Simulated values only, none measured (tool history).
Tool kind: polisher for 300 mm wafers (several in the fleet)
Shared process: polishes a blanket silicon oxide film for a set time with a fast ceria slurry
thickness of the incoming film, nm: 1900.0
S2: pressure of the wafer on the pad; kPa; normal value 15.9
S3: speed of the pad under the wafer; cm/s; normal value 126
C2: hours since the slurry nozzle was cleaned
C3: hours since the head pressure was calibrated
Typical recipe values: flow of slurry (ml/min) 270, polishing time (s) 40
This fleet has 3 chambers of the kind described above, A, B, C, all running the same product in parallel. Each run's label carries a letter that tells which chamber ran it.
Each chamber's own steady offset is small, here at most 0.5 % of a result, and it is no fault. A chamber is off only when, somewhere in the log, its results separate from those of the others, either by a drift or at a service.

-- hour=3.1 chamber C: worn pad replaced by a new one
-- hour=5.2 chamber B: worn pad replaced by a new one
run 1A hour=14.7 | flow_of_slurry_(ml/min)=270 S2=15.9 S3=126 polishing_time_(s)=40 | wafers_polished_on_this_pad=998 C2=91.1 C3=609.9 | film_removed_(angstrom)=6959.4
run 2C hour=29.5 | flow_of_slurry_(ml/min)=270 S2=15.9 S3=126 polishing_time_(s)=40 | wafers_polished_on_this_pad=253 C2=342.4 C3=835.0 | film_removed_(angstrom)=6985.2
run 3B hour=45.0 | flow_of_slurry_(ml/min)=270 S2=15.9 S3=126 polishing_time_(s)=40 | wafers_polished_on_this_pad=382 C2=46.2 C3=419.1 | film_removed_(angstrom)=6832.0
run 4A hour=52.5 | flow_of_slurry_(ml/min)=270 S2=15.9 S3=126 polishing_time_(s)=40 | wafers_polished_on_this_pad=1361 C2=128.9 C3=647.7 | film_removed_(angstrom)=6647.0
-- hour=52.6 chamber A: worn pad replaced by a new one
-- hour=59.0 chamber B: worn pad replaced by a new one
run 5C hour=65.2 | flow_of_slurry_(ml/min)=270 S2=15.9 S3=126 polishing_time_(s)=40 | wafers_polished_on_this_pad=596 C2=378.1 C3=870.7 | film_removed_(angstrom)=6777.1
-- hour=71.1 chamber B: head pressure recalibrated
run 6B hour=72.7 | flow_of_slurry_(ml/min)=270 S2=15.9 S3=126 polishing_time_(s)=40 | wafers_polished_on_this_pad=132 C2=73.9 C3=1.6 | film_removed_(angstrom)=6925.2
run 7A hour=87.0 | flow_of_slurry_(ml/min)=270 S2=15.9 S3=126 polishing_time_(s)=40 | wafers_polished_on_this_pad=331 C2=163.4 C3=682.2 | film_removed_(angstrom)=6803.6
run 8C hour=96.7 | flow_of_slurry_(ml/min)=270 S2=15.9 S3=126 polishing_time_(s)=40 | wafers_polished_on_this_pad=899 C2=409.6 C3=902.2 | film_removed_(angstrom)=6881.0
-- hour=103.2 chamber A: slurry nozzle cleaned
run 9B hour=110.7 | flow_of_slurry_(ml/min)=215 S2=15.9 S3=126 polishing_time_(s)=40 | wafers_polished_on_this_pad=497 C2=111.9 C3=39.6 | film_removed_(angstrom)=6558.1
-- hour=111.3 chamber B: worn pad replaced by a new one
run 10A hour=119.9 | flow_of_slurry_(ml/min)=215 S2=15.9 S3=126 polishing_time_(s)=40 | wafers_polished_on_this_pad=647 C2=16.8 C3=715.1 | film_removed_(angstrom)=6741.1
-- hour=123.5 chamber C: worn pad replaced by a new one
run 11C hour=136.2 | flow_of_slurry_(ml/min)=215 S2=15.9 S3=126 polishing_time_(s)=40 | wafers_polished_on_this_pad=122 C2=449.1 C3=941.7 | film_removed_(angstrom)=6524.7
run 12B hour=148.2 | flow_of_slurry_(ml/min)=270 S2=15.9 S3=126 polishing_time_(s)=40 | wafers_polished_on_this_pad=354 C2=149.4 C3=77.1 | film_removed_(angstrom)=6967.4
run 13A hour=160.0 | flow_of_slurry_(ml/min)=270 S2=15.9 S3=126 polishing_time_(s)=40 | wafers_polished_on_this_pad=1032 C2=56.9 C3=755.2 | film_removed_(angstrom)=6890.0
run 14C hour=170.5 | flow_of_slurry_(ml/min)=270 S2=15.9 S3=126 polishing_time_(s)=40 | wafers_polished_on_this_pad=451 C2=483.4 C3=976.0 | film_removed_(angstrom)=6531.2
-- hour=176.9 chamber B: worn pad replaced by a new one
run 15B hour=182.1 | flow_of_slurry_(ml/min)=270 S2=15.9 S3=126 polishing_time_(s)=40 | wafers_polished_on_this_pad=50 C2=183.3 C3=111.0 | film_removed_(angstrom)=6732.6
-- hour=185.1 chamber A: worn pad replaced by a new one
run 16B hour=197.5 | flow_of_slurry_(ml/min)=270 S2=15.9 S3=126 polishing_time_(s)=40 | wafers_polished_on_this_pad=198 C2=198.7 C3=126.4 | film_removed_(angstrom)=6853.9
run 17C hour=206.7 | flow_of_slurry_(ml/min)=270 S2=15.9 S3=126 polishing_time_(s)=40 | wafers_polished_on_this_pad=799 C2=519.6 C3=1012.2 | film_removed_(angstrom)=6363.9
run 18A hour=215.4 | flow_of_slurry_(ml/min)=270 S2=15.9 S3=126 polishing_time_(s)=40 | wafers_polished_on_this_pad=291 C2=112.3 C3=810.6 | film_removed_(angstrom)=6855.9
run 19A hour=229.9 | flow_of_slurry_(ml/min)=270 S2=15.9 S3=126 polishing_time_(s)=40 | wafers_polished_on_this_pad=430 C2=126.8 C3=825.1 | film_removed_(angstrom)=6771.1
-- hour=234.8 chamber C: worn pad replaced by a new one
-- hour=239.5 chamber B: worn pad replaced by a new one
run 20C hour=239.8 | flow_of_slurry_(ml/min)=270 S2=15.9 S3=126 polishing_time_(s)=40 | wafers_polished_on_this_pad=48 C2=552.7 C3=1045.3 | film_removed_(angstrom)=6175.0
run 21B hour=250.4 | flow_of_slurry_(ml/min)=270 S2=15.9 S3=126 polishing_time_(s)=40 | wafers_polished_on_this_pad=105 C2=251.6 C3=179.3 | film_removed_(angstrom)=6872.9

Is one chamber out of step, is the gauge drifting, or do the chambers differ by no more than their own small offsets? For an off chamber, give its letter and the likeliest cause.

Chamber C drifts away from the others.
What lies behind it: head's pressure below its setpoint, % = 10.8.

Here are 4 candidates for chamber C's next run, each the usual settings with a change, their results left as question marks. Which one brings its results back in line with what the others give on the usual settings?
Maximum distance from the other chambers' mean on the usual settings for a result to count as in line: film removed (angstrom) 260.0
run 22C-1 hour=262.2 | flow_of_slurry_(ml/min)=270 S2=17.2 S3=134 polishing_time_(s)=43 | film_removed_(angstrom)=?
run 22C-2 hour=262.2 | flow_of_slurry_(ml/min)=270 S2=16.5 S3=130 polishing_time_(s)=42 | film_removed_(angstrom)=?
run 22C-3 hour=262.2 | flow_of_slurry_(ml/min)=270 S2=15.9 S3=118 polishing_time_(s)=38 | film_removed_(angstrom)=?
run 22C-4 hour=262.2 | flow_of_slurry_(ml/min)=265 S2=15.9 S3=104 polishing_time_(s)=40 | film_removed_(angstrom)=?

The mean the other chambers reach with the usual settings: film removed (angstrom) 6841.6
run=22C-1 film_removed_(angstrom)=7637.3
run=22C-2 film_removed_(angstrom)=6945.8
run=22C-3 film_removed_(angstrom)=5459.4
run=22C-4 film_removed_(angstrom)=5044.2
It is 22C-2 that realigns the chamber with its peers.
